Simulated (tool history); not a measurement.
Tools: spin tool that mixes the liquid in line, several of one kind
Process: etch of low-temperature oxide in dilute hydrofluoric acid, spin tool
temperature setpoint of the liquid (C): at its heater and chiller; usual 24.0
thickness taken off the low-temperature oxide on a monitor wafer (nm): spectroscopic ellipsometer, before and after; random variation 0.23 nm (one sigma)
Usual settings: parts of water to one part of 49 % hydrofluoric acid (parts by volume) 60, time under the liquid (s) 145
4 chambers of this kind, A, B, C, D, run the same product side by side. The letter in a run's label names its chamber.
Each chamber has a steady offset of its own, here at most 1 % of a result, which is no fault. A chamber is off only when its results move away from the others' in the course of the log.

run	day	temperature setpoint of the liquid (C)	parts of water to one part of 49 % hydrofluoric acid (parts by volume)	time under the liquid (s)	hours since the thermometer was replaced	hours since the hydrofluoric acid flow meter was replaced	read-back film thickness of the low-temperature oxide reference wafer, read on the same gauge (nm)	thickness taken off the low-temperature oxide on a monitor wafer (nm)
1C	0.338	24.0	60	145	271.7	131.0	70.016	45.861
2D	0.583	24.0	60	145	1343.6	323.9	70.017	45.290
3A	1.033	24.0	60	145	1435.2	506.3	69.981	45.471
4B	1.329	24.0	60	145	502.0	484.3	69.990	45.553
5C	1.629	24.0	35	145	302.7	162.0	70.008	82.369
6D	1.850	24.0	35	145	1374.0	354.3	70.026	79.154
7B	2.092	24.0	35	145	520.3	502.6	69.999	81.108
8A	2.392	24.0	35	145	1467.8	538.9	69.964	81.411
9C	2.725	21.5	60	145	329.0	188.3	69.997	41.523
10B	2.992	21.5	60	145	541.9	524.2	69.983	41.563
11D	3.475	21.5	60	145	1413.0	393.3	70.005	41.057
12A	3.746	21.5	60	145	1500.3	571.4	69.976	41.297
13B	4.108	24.0	60	145	568.7	551.0	70.005	45.454
14C	4.350	24.0	60	145	368.0	227.3	69.974	45.951
15A	4.833	24.0	60	145	1526.4	597.5	69.976	45.435
16D	5.250	24.0	60	145	1455.6	435.9	70.000	45.224
17A	5.496	24.0	60	145	1542.3	613.4	70.001	45.524
18C	5.792	24.0	60	145	402.6	261.9	70.008	45.789
19B	6.158	21.5	50	145	617.9	600.2	70.006	49.820
20D	6.438	21.5	50	145	1484.1	464.4	70.003	49.440
21A	6.662	21.5	50	145	1570.3	641.4	69.984	50.569
22C	6.946	21.5	50	145	430.3	289.6	70.012	50.407
23B	7.212	24.0	60	145	643.2	625.5	69.981	45.952
24D	7.471	24.0	60	145	1508.9	489.2	69.981	45.395
25B	7.783	24.0	60	145	656.9	639.2	69.983	45.680
26C	8.196	26.5	60	145	460.3	319.6	70.015	50.693
27D	8.575	26.5	60	145	1535.4	515.7	69.975	50.014
28A	8.875	26.5	60	145	1623.4	694.5	70.002	50.142
29D	9.292	26.5	60	145	1552.6	532.9	69.993	50.275
30C	9.646	22.5	70	145	495.1	354.4	70.046	36.782
31A	10.096	22.5	70	145	1652.7	723.8	70.017	36.775
32B	10.454	22.5	70	145	721.0	703.3	70.033	36.364

Next, every chamber runs the same settings. What will each give?
33A	10.812	24.0	60	145				?
33B	10.812	24.0	60	145				?
33C	10.812	24.0	60	145				?
33D	10.812	24.0	60	145				?

run	thickness taken off the low-temperature oxide on a monitor wafer (nm)
33A	45.457
33B	46.026
33C	45.784
33D	45.339
